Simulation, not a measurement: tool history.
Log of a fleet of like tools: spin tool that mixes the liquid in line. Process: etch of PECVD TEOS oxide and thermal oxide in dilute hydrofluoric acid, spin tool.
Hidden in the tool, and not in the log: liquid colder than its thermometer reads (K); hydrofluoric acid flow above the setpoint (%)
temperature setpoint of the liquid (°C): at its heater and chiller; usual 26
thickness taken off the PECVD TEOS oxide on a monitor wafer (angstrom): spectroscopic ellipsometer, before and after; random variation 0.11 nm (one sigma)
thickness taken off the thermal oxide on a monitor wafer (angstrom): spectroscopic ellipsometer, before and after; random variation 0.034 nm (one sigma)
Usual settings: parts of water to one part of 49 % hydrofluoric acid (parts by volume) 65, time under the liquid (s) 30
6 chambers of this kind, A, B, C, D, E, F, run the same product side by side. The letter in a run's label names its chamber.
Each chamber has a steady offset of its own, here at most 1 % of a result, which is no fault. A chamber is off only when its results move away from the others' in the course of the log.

run,hour,temperature setpoint of the liquid (°C),parts of water to one part of 49 % hydrofluoric acid (parts by volume),time under the liquid (s),hours since the thermometer was replaced,hours since the hydrofluoric acid flow meter was replaced,"read-back film thickness of the PECVD TEOS oxide reference wafer, read on the same gauge (nm)","read-back film thickness of the thermal oxide reference wafer, read on the same gauge (nm)",thickness taken off the PECVD TEOS oxide on a monitor wafer (angstrom),thickness taken off the thermal oxide on a monitor wafer (angstrom)
1C,7.2,26,65,30,927.5,754,110.01,120,147.79,24.049
2B,20.5,26,65,30,2095.6,1178.7,110.01,120,148.07,23.907
3D,30.4,26,65,30,790.4,1335.8,110,119.98,149.03,23.725
4F,38.3,26,65,30,704.1,558.5,109.98,120.01,148.67,23.948
5E,45.7,26,65,30,1675.3,103.1,109.99,120.04,148.73,24.321
6A,58.1,26,65,30,203.3,806.8,109.99,119.96,146.78,23.484
7B,70.2,26,65,30,2145.3,1228.4,109.99,119.98,149.98,24.259
8A,81.1,26,65,30,226.3,829.8,110,119.98,145.76,23.744
9E,89.7,26,65,30,1719.3,147.1,110.01,120,147.42,24.231
# hour 97.2: chamber B: thermometer replaced
10C,100.5,26,65,30,1020.8,847.3,109.99,120.02,147.55,24.237
11F,109.2,29.5,65,30,775,629.4,109.99,120.02,173.24,27.992
12D,121.2,29.5,65,30,881.2,1426.6,110,119.98,169.94,27.076
13F,127.2,29.5,65,30,793,647.4,110,119.97,171.94,28.062
14A,136.1,29.5,65,30,281.3,884.8,110.02,120,170.64,27.826
15E,149.1,29.5,65,30,1778.7,206.5,110,119.96,171.41,27.35
16D,155.5,29.5,65,30,915.5,1460.9,110.01,119.98,170.9,27.605
# hour 160.6: chamber B: hydrofluoric acid flow meter replaced
17C,165.7,26,65,30,1086,912.5,110,120.01,146.72,23.955
18B,177,26,90,30,79.8,16.4,110,120.01,100.96,16.884
19D,183.2,26,90,30,943.2,1488.6,109.99,119.99,102.95,17.076
20B,194,26,90,30,96.8,33.4,110,120.03,102.42,16.984
21C,201.1,26,90,30,1121.4,947.9,109.99,120.01,103.74,16.729
22A,208.3,26,90,30,353.5,957,110.01,119.96,103.68,16.642
# hour 213.6: chamber D: thermometer replaced
23E,217.7,26,90,30,1847.3,275.1,110,120,102.33,16.494
24F,225.3,26,65,30,891.1,745.5,109.99,119.98,147.68,23.794
25E,236.7,26,65,30,1866.3,294.1,110,120.01,149.72,23.851
26D,247.6,26,65,30,34.1,1553,110,119.96,148.88,23.95
27B,254,26,65,30,156.8,93.4,110.02,119.98,148.78,24.007
28A,264.5,26,65,30,409.7,1013.2,110.01,120.01,149.27,23.893
29F,277.2,26,65,30,943,797.4,109.99,120.03,146.14,23.779
30C,287.8,26,65,30,1208.1,1034.6,109.98,120.02,148.85,24.218
31E,301.3,30,65,30,1930.9,358.7,110.01,119.98,171.75,27.978
32B,314.7,30,65,30,217.5,154.1,110.02,119.98,173.87,28.113
33C,326.7,30,65,30,1247,1073.5,110.01,119.99,174.03,28.488
34F,333.8,30,65,30,999.6,854,110.01,120.03,176.78,28.595
35D,342,30,65,30,128.5,1647.4,109.99,120.01,175.08,28.758
36A,354.4,30,65,30,499.6,1103.1,110,120.03,172.36,27.832
37A,360.4,26,65,30,505.6,1109.1,110,119.95,148,23.656
38F,373.7,26,65,30,1039.5,893.9,110.01,119.98,152.07,23.826
39C,383.4,26,65,30,1303.7,1130.2,110,119.99,149.4,24.406
40E,395.5,26,65,30,2025.1,452.9,110.01,119.95,146.33,23.75
41D,409,26,65,30,195.5,1714.4,110,120.01,148.92,24.287
42B,422.7,26,65,30,325.5,262.1,110.02,120,148.88,23.729
43F,430.5,26,65,30,1096.3,950.7,109.99,119.99,148.77,24.037

What goes on in this fleet: one chamber off, a drifting gauge, or nothing beyond the chambers' own small offsets? Name the chamber and the cause, if any.

No chamber stands off beyond its own small offset, and the gauge holds steady.
